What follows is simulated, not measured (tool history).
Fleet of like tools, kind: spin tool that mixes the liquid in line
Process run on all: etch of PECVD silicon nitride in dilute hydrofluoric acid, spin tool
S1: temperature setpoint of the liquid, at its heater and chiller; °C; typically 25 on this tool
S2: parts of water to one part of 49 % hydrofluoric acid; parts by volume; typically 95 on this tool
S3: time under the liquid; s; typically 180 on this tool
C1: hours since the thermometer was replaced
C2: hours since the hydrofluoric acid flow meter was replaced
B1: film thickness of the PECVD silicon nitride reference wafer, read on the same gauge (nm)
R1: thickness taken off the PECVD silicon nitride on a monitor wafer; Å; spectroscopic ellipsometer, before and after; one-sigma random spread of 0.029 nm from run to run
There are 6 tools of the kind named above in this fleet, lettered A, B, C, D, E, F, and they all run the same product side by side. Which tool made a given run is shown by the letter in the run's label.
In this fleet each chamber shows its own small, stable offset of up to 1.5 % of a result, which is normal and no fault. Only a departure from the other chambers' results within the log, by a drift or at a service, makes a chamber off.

run,hour,S1,S2,S3,C1,C2,B1,R1
1B,7,25,95,180,966.2,522.4,119.99,55.515
2C,14.1,25,95,180,1652.3,187.4,119.98,55.923
3D,20.1,25,95,180,1382.6,20.4,120.01,55.206
4E,30.4,25,95,180,750.4,163.6,120,55.538
5A,41.4,22,95,105,165.5,481.6,120.01,26.887
6F,51,22,95,105,699.8,823.2,120,26.495
7F,60.1,22,95,105,708.9,832.3,120.02,26.365
8C,71.6,22,95,105,1709.8,244.9,119.99,26.391
9A,77.1,22,95,105,201.2,517.3,120,27.297
10D,84.1,22,95,105,1446.6,84.4,120.02,26.363
11B,92.9,25,95,180,1052.1,608.3,119.98,55.343
12E,100.3,25,95,180,820.3,233.5,120,56.364
13C,111.6,25,95,180,1749.8,284.9,119.98,55.529
14D,118.8,25,95,180,1481.3,119.1,119.99,55.242
15B,124.7,28.5,95,135,1083.9,640.1,120,51.866
16A,130.1,28.5,95,135,254.2,570.3,119.99,54.064
17F,141.5,28.5,95,135,790.3,913.7,119.99,52.303
18E,147.9,28.5,95,135,867.9,281.1,119.99,52.387
19C,154.1,28.5,95,135,1792.3,327.4,120,52.965
20F,165.2,28.5,95,135,814,937.4,119.99,52.177
21B,176.1,25,95,180,1135.3,691.5,120,55.956
22E,187.3,25,95,180,907.3,320.5,120,56.835
23D,192.8,25,95,180,1555.3,193.1,120.01,55.018
24A,200.8,25,95,180,324.9,641,120.01,58.309
25C,211,25,95,180,1849.2,384.3,120.01,55.582
26A,221,27.5,50,180,345.1,661.2,120.02,128.04
27B,232,27.5,50,180,1191.2,747.4,120.02,123.5
28F,242.3,27.5,50,180,891.1,1014.5,119.99,122.91
29D,251.3,27.5,50,180,1613.8,251.6,119.99,120.81
30E,256.5,27.5,50,180,976.5,389.7,120.03,127.39
31B,263.5,27.5,50,180,1222.7,778.9,120,125.09
32A,271,25,95,180,395.1,711.2,120,58.847
33E,276.7,25,95,180,996.7,409.9,120.01,56.256
34F,282.6,25,95,180,931.4,1054.8,119.98,55.525
35C,288.6,25,95,180,1926.8,461.9,120,55.488
# hour 297.5: chamber F: thermometer replaced
36D,299.6,25,95,180,1662.1,299.9,119.98,54.759
37C,309.6,25,95,180,1947.8,482.9,120.03,55.789
38F,320.7,25,95,180,23.3,1092.9,119.98,55.511
39A,328.3,25,95,180,452.4,768.5,120.01,59.377
40E,338.7,25,95,180,1058.7,471.9,120.03,56.258
41D,345.3,25,75,180,1707.8,345.6,120.02,68.927

Decide between three cases: one chamber stands off from its peers, the gauge reading all wafers drifts, or nothing is wrong past each chamber's small offset. Where a chamber is off, say which and what most likely put it there.

It is chamber A that slowly wanders off from its peers.
Likeliest cause: hydrofluoric acid flow above the setpoint (%) = 6.64.
The log might look much the same if the cause were instead: liquid hotter than its thermometer reads (K).

Chamber A could run next with any of the 4 candidate recipes listed below; each alters the usual settings, and their results appear as question marks. Which one brings its results back in line with what the other chambers deliver on the usual settings?
To be in line, a result may differ from the other chambers' mean on the usual settings by at most: R1 1 Å
42A-1,353.7,25,90,195,,,,?
42A-2,353.7,25,110,180,,,,?
42A-3,353.7,26,95,180,,,,?
42A-4,353.7,24,95,180,,,,?

Average result of the remaining chambers running the usual settings: R1 55.666 Å
run,R1
42A-1,68.374
42A-2,51.836
42A-3,63.863
42A-4,56.074
42A-4 brings the chamber back in line.
